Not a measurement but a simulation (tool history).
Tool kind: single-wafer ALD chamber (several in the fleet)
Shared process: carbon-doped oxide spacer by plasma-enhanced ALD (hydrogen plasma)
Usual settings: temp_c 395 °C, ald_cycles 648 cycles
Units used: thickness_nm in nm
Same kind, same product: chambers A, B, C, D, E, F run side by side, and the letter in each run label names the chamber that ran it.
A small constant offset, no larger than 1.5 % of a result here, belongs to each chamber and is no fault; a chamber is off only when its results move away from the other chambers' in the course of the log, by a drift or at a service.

run	hour	temp_c	ald_cycles	hours since the last thermocouple change	read-back reference wafer on the same gauge, thickness_nm	thickness_nm
1D	3.0	395	648	1775.0	28.411	32.076
2B	7.5	395	648	170.8	28.389	32.513
3C	10.7	395	648	924.0	28.411	32.378
4A	13.4	395	648	712.5	28.408	32.397
5F	17.9	395	648	449.3	28.380	32.401
6E	20.6	395	648	486.0	28.391	32.013
7D	23.7	395	648	1795.7	28.395	32.059
8E	28.1	395	648	493.5	28.410	32.154
9A	30.3	382	648	729.4	28.401	32.407
10B	34.0	382	648	197.3	28.411	32.531
11C	38.2	382	648	951.5	28.406	32.310
12F	42.4	382	648	473.8	28.409	32.550
13C	44.4	382	648	957.7	28.387	32.468
14A	46.4	382	648	745.5	28.409	32.544
15B	50.2	390	583	213.5	28.395	29.294
16D	53.0	390	583	1825.0	28.392	28.812
17F	57.0	390	583	488.4	28.387	29.364
18E	60.2	390	583	525.6	28.404	28.996
19F	64.2	390	583	495.6	28.404	29.235
20E	67.9	390	583	533.3	28.405	28.998
21A	71.8	383	578	770.9	28.386	28.869
22C	74.3	383	578	987.6	28.402	28.962
23B	76.7	383	578	240.0	28.412	29.024
24D	79.9	383	578	1851.9	28.402	28.656
25B	82.9	383	578	246.2	28.395	28.811
26D	86.0	383	578	1858.0	28.398	28.688
27C	89.2	395	648	1002.5	28.400	32.498
28E	92.3	395	648	557.7	28.394	32.202
29A	94.7	395	648	793.8	28.403	32.306
30F	97.1	395	596	528.5	28.390	29.867
31D	100.0	395	596	1872.0	28.400	29.304
32C	102.3	395	596	1015.6	28.410	29.719
33A	105.7	395	596	804.8	28.404	29.898
34F	108.4	395	596	539.8	28.383	29.809
35E	112.7	395	596	578.1	28.409	29.728
36B	115.3	395	753	278.6	28.403	37.779
37D	119.1	395	753	1891.1	28.394	37.091
38C	122.9	395	753	1036.2	28.390	37.641

Is one chamber off against the others, does the gauge drift, or is nothing wrong? If a chamber is off, say which, and what the likeliest cause is.

All chambers stay in line apart from their small fixed offsets, and the gauge does not drift.

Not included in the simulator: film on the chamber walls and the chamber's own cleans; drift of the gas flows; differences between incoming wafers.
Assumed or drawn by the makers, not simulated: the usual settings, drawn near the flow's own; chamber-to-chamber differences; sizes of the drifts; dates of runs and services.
